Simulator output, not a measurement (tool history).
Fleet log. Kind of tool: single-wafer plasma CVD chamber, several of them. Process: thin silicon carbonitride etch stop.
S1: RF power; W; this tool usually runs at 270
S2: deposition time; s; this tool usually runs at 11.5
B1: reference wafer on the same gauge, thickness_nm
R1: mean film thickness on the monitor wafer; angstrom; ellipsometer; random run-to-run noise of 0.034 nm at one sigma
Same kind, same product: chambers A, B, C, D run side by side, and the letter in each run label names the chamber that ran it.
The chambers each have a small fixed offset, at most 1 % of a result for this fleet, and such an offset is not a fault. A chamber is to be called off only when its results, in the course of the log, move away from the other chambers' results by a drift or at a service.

run	hour	S1	S2	B1	R1
1A	8.7	270	11.5	7.6714	71.292
2C	17.9	270	11.5	7.6685	70.956
3D	23.9	270	11.5	7.6726	71.856
4B	31.0	270	11.5	7.6701	71.668
# hour 36.3: chamber C: RF generator calibrated
5A	39.3	250	11.5	7.6631	70.629
6C	45.8	250	11.5	7.6706	69.649
# hour 48.9: chamber D: thermocouple changed; heater temperature recalibrated
# hour 56.0: chamber D: RF generator calibrated
7D	56.4	250	11.5	7.6753	69.848
8B	64.3	250	11.5	7.6712	70.533
9C	70.2	270	11.5	7.6649	71.447
10B	75.9	270	11.5	7.6711	71.477
11D	84.6	270	11.5	7.6691	72.351
12A	94.3	270	11.5	7.6676	72.135
13A	103.4	270	11.5	7.6632	72.450
14C	110.7	270	11.5	7.6801	70.922
15B	118.3	270	11.5	7.6671	71.206
16D	126.8	270	11.5	7.6667	71.449
17C	139.5	270	11.5	7.6675	71.831
18D	147.7	270	11.5	7.6741	71.726
19B	155.3	250	11.5	7.6703	69.950
20A	167.8	250	11.5	7.6592	70.686
# hour 177.7: chamber A: RF generator calibrated
21A	179.3	250	11.5	7.6692	70.556
22D	185.4	250	11.5	7.6793	70.670
23C	197.9	270	11.5	7.6698	71.317
24B	208.1	290	13.4	7.6653	85.852
25B	220.2	290	13.4	7.6668	85.737
26C	230.1	290	13.4	7.6729	85.124
27A	240.2	290	13.4	7.6758	86.451
28D	252.5	270	11.5	7.6626	72.017
29C	263.6	270	11.5	7.6642	71.852

For the next run the whole fleet of 4 chambers uses the same settings. Give each chamber's results:
30A	273.1	270	12.4		?
30B	273.1	270	12.4		?
30C	273.1	270	12.4		?
30D	273.1	270	12.4		?

run	R1
30A	77.105
30B	76.547
30C	76.973
30D	77.451
